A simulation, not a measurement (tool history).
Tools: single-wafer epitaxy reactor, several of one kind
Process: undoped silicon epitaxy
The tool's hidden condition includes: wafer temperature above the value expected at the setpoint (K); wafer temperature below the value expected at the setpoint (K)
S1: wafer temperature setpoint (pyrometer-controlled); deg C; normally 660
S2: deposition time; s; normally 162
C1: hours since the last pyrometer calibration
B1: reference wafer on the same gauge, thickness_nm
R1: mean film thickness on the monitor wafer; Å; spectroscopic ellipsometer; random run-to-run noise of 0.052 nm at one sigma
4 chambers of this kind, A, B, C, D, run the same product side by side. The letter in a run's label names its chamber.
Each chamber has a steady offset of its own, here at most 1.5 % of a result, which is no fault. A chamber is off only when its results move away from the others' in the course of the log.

run 1D hour=6.7 | S1=660 S2=162 | C1=1395.7 | B1=28.414 | R1=336.25
run 2C hour=12.1 | S1=660 S2=162 | C1=53.0 | B1=28.401 | R1=334.13
run 3B hour=18.5 | S1=660 S2=162 | C1=616.7 | B1=28.402 | R1=337.96
run 4A hour=25.3 | S1=660 S2=162 | C1=516.9 | B1=28.420 | R1=335.25
run 5B hour=29.7 | S1=660 S2=162 | C1=627.9 | B1=28.413 | R1=338.05
run 6C hour=33.9 | S1=660 S2=162 | C1=74.8 | B1=28.421 | R1=333.45
run 7A hour=41.4 | S1=660 S2=162 | C1=533.0 | B1=28.431 | R1=336.23
run 8D hour=46.7 | S1=660 S2=162 | C1=1435.7 | B1=28.444 | R1=336.49
run 9C hour=52.9 | S1=660 S2=162 | C1=93.8 | B1=28.429 | R1=334.32
run 10A hour=57.4 | S1=660 S2=162 | C1=549.0 | B1=28.439 | R1=335.68
run 11B hour=63.3 | S1=660 S2=162 | C1=661.5 | B1=28.439 | R1=336.61
run 12D hour=67.8 | S1=660 S2=162 | C1=1456.8 | B1=28.441 | R1=336.84
run 13A hour=76.1 | S1=660 S2=162 | C1=567.7 | B1=28.449 | R1=335.54
run 14B hour=81.1 | S1=660 S2=162 | C1=679.3 | B1=28.456 | R1=337.09
run 15D hour=88.3 | S1=660 S2=162 | C1=1477.3 | B1=28.461 | R1=336.70
run 16C hour=96.0 | S1=660 S2=162 | C1=136.9 | B1=28.456 | R1=334.13
run 17B hour=104.0 | S1=660 S2=162 | C1=702.2 | B1=28.463 | R1=337.91
run 18D hour=110.6 | S1=660 S2=162 | C1=1499.6 | B1=28.469 | R1=336.56
run 19C hour=116.9 | S1=660 S2=162 | C1=157.8 | B1=28.488 | R1=335.90
run 20A hour=120.8 | S1=660 S2=162 | C1=612.4 | B1=28.470 | R1=336.86
run 21A hour=128.3 | S1=660 S2=162 | C1=619.9 | B1=28.485 | R1=336.33
run 22D hour=133.3 | S1=660 S2=162 | C1=1522.3 | B1=28.482 | R1=337.31
run 23C hour=139.9 | S1=660 S2=162 | C1=180.8 | B1=28.494 | R1=335.26
run 24B hour=147.9 | S1=660 S2=162 | C1=746.1 | B1=28.492 | R1=338.28
run 25B hour=153.1 | S1=650 S2=137 | C1=751.3 | B1=28.503 | R1=231.03
run 26D hour=158.8 | S1=650 S2=137 | C1=1547.8 | B1=28.502 | R1=229.33
run 27A hour=165.1 | S1=650 S2=137 | C1=656.7 | B1=28.507 | R1=229.45
run 28C hour=170.8 | S1=650 S2=137 | C1=211.7 | B1=28.511 | R1=228.35
run 29C hour=177.4 | S1=645 S2=137 | C1=218.3 | B1=28.509 | R1=204.75
run 30B hour=181.8 | S1=645 S2=137 | C1=780.0 | B1=28.519 | R1=207.87
run 31A hour=189.3 | S1=645 S2=137 | C1=680.9 | B1=28.534 | R1=206.53
run 32D hour=194.8 | S1=645 S2=137 | C1=1583.8 | B1=28.525 | R1=204.79
run 33C hour=202.7 | S1=660 S2=162 | C1=243.6 | B1=28.532 | R1=336.49
run 34A hour=210.5 | S1=660 S2=162 | C1=702.1 | B1=28.533 | R1=337.05
run 35D hour=218.1 | S1=660 S2=162 | C1=1607.1 | B1=28.540 | R1=338.21
run 36B hour=223.8 | S1=660 S2=162 | C1=822.0 | B1=28.546 | R1=338.76
run 37A hour=230.9 | S1=660 S2=162 | C1=722.5 | B1=28.546 | R1=338.02
run 38C hour=236.8 | S1=660 S2=162 | C1=277.7 | B1=28.557 | R1=335.47
run 39D hour=244.1 | S1=660 S2=162 | C1=1633.1 | B1=28.560 | R1=337.55
run 40B hour=252.2 | S1=651 S2=162 | C1=850.4 | B1=28.568 | R1=279.76
run 41A hour=259.2 | S1=651 S2=162 | C1=750.8 | B1=28.569 | R1=278.41
run 42B hour=264.5 | S1=651 S2=162 | C1=862.7 | B1=28.574 | R1=280.57
run 43C hour=268.9 | S1=651 S2=162 | C1=309.8 | B1=28.570 | R1=276.06
run 44D hour=274.5 | S1=660 S2=152 | C1=1663.5 | B1=28.572 | R1=317.04

For the next run the whole fleet of 4 chambers uses the same settings. Give each chamber's results:
run 45A hour=280.5 | S1=660 S2=162 | R1=?
run 45B hour=280.5 | S1=660 S2=162 | R1=?
run 45C hour=280.5 | S1=660 S2=162 | R1=?
run 45D hour=280.5 | S1=660 S2=162 | R1=?

run=45A R1=338.20
run=45B R1=338.51
run=45C R1=336.71
run=45D R1=338.06
